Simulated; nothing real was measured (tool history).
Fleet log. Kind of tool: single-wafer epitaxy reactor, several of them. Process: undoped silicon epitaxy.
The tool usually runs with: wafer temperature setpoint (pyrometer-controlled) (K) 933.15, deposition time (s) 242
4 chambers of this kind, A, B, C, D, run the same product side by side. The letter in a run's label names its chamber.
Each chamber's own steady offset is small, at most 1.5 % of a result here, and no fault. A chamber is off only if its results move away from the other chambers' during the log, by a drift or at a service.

run,hour,wafer temperature setpoint (pyrometer-controlled) (K),deposition time (s),hours since the last pyrometer calibration,"read-back reference wafer on the same gauge, thickness_nm",mean film thickness on the monitor wafer (nm)
1D,12.3,933.15,242,101.3,51.771,50.963
2A,25.1,933.15,242,1074.1,51.798,49.860
3B,33.0,933.15,242,322.2,51.789,50.305
4C,43.7,933.15,242,562.8,51.734,50.400
5A,51.2,933.15,242,1100.2,51.758,49.793
6D,64.3,933.15,242,153.3,51.728,50.865
7C,71.0,941.15,208,590.1,51.726,51.335
8B,82.0,941.15,208,371.2,51.740,51.249
9B,95.3,941.15,208,384.5,51.724,51.224
10C,105.1,941.15,208,624.2,51.704,51.415
11D,116.9,933.15,267,205.9,51.711,55.978
12A,131.0,933.15,267,1180.0,51.702,55.071
13C,143.6,933.15,267,662.7,51.668,55.536
14A,157.2,933.15,267,1206.2,51.658,54.797
15D,166.9,933.15,242,255.9,51.657,50.898
16B,180.5,933.15,242,469.7,51.659,50.254
17A,191.8,933.15,242,1240.8,51.659,49.741
18B,200.5,933.15,242,489.7,51.635,50.266
19D,214.9,933.15,242,303.9,51.621,50.724
20C,222.4,933.15,242,741.5,51.616,50.272
21D,233.3,933.15,242,322.3,51.586,50.701
22C,242.5,933.15,242,761.6,51.591,50.368
23B,256.2,933.15,264,545.4,51.583,54.978
24A,268.9,933.15,264,1317.9,51.572,54.038
25D,276.9,933.15,264,365.9,51.591,55.319
26B,284.1,933.15,264,573.3,51.570,54.719
27C,297.0,944.15,242,816.1,51.553,63.497
28A,307.9,944.15,242,1356.9,51.548,62.667
29B,321.5,944.15,242,610.7,51.543,63.037
30C,335.7,944.15,242,854.8,51.528,63.333
31D,345.0,933.15,242,434.0,51.508,50.678
32A,359.9,943.15,215,1408.9,51.499,54.564
33B,370.0,943.15,215,659.2,51.490,54.777
34C,384.1,943.15,215,903.2,51.497,55.197

For the next run the whole fleet of 4 chambers uses the same settings. Give each chamber's results:
35A,395.2,933.15,198,,,?
35B,395.2,933.15,198,,,?
35C,395.2,933.15,198,,,?
35D,395.2,933.15,198,,,?

run,mean film thickness on the monitor wafer (nm)
35A,40.436
35B,41.006
35C,41.042
35D,41.393
